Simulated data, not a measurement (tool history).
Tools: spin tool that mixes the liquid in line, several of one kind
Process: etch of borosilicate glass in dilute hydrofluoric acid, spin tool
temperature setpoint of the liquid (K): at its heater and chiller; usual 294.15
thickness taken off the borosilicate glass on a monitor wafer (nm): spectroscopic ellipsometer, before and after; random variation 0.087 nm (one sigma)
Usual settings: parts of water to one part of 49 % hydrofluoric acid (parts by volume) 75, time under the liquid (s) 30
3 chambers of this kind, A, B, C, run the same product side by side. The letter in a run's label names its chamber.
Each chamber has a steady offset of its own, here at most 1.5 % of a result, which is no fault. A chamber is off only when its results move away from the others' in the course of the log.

run,day,temperature setpoint of the liquid (K),parts of water to one part of 49 % hydrofluoric acid (parts by volume),time under the liquid (s),"read-back film thickness of the borosilicate glass reference wafer, read on the same gauge (nm)",thickness taken off the borosilicate glass on a monitor wafer (nm)
1B,0.421,294.15,75,30,130.02,10.482
2C,0.762,294.15,75,30,130,10.624
3A,1.254,294.15,75,30,130,10.408
4C,1.546,294.15,75,30,129.97,10.715
5A,1.879,294.15,75,30,129.98,10.587
6B,2.262,294.15,75,30,130,10.464
7A,2.621,294.15,75,30,129.99,10.561
# day 2.954: chamber B: hydrofluoric acid flow meter replaced
8B,3.058,294.15,75,30,130,10.337
9C,3.512,294.15,75,30,129.96,10.798
10A,3.825,294.15,75,30,129.97,10.475
11B,4.121,294.15,75,30,130,10.488
12C,4.442,292.15,75,15,130.01,4.8955
13A,4.783,292.15,75,15,129.98,4.8127
14B,5.008,292.15,75,15,130.01,4.8597
15C,5.433,294.15,75,30,130,10.525
16B,5.883,294.15,75,30,130.01,10.478
17C,6.271,294.15,115,40,130.04,8.7072
18A,6.683,294.15,115,40,129.99,8.5978
19B,6.967,294.15,115,40,130,8.664
20A,7.288,294.15,75,30,130.03,10.142
21C,7.588,294.15,75,30,130,10.599
22B,7.912,290.15,65,30,130,10.322
23C,8.238,290.15,65,30,130,10.555
24A,8.721,290.15,65,30,130.01,9.8919
25B,9.05,294.15,75,30,129.99,10.47
26C,9.292,291.65,75,20,129.99,6.3546
27A,9.608,291.65,75,20,130.02,6.0214
28C,9.917,291.65,75,20,130.02,6.3433
29A,10.404,291.15,75,45,130.02,13.138
30B,10.758,291.15,75,45,130,13.607
31C,11.183,291.15,75,45,130.01,14.003

All 3 chambers run these settings next. Forecast each chamber's results:
32A,11.538,294.15,75,30,,?
32B,11.538,294.15,75,30,,?
32C,11.538,294.15,75,30,,?

run,thickness taken off the borosilicate glass on a monitor wafer (nm)
32A,10.089
32B,10.606
32C,10.527

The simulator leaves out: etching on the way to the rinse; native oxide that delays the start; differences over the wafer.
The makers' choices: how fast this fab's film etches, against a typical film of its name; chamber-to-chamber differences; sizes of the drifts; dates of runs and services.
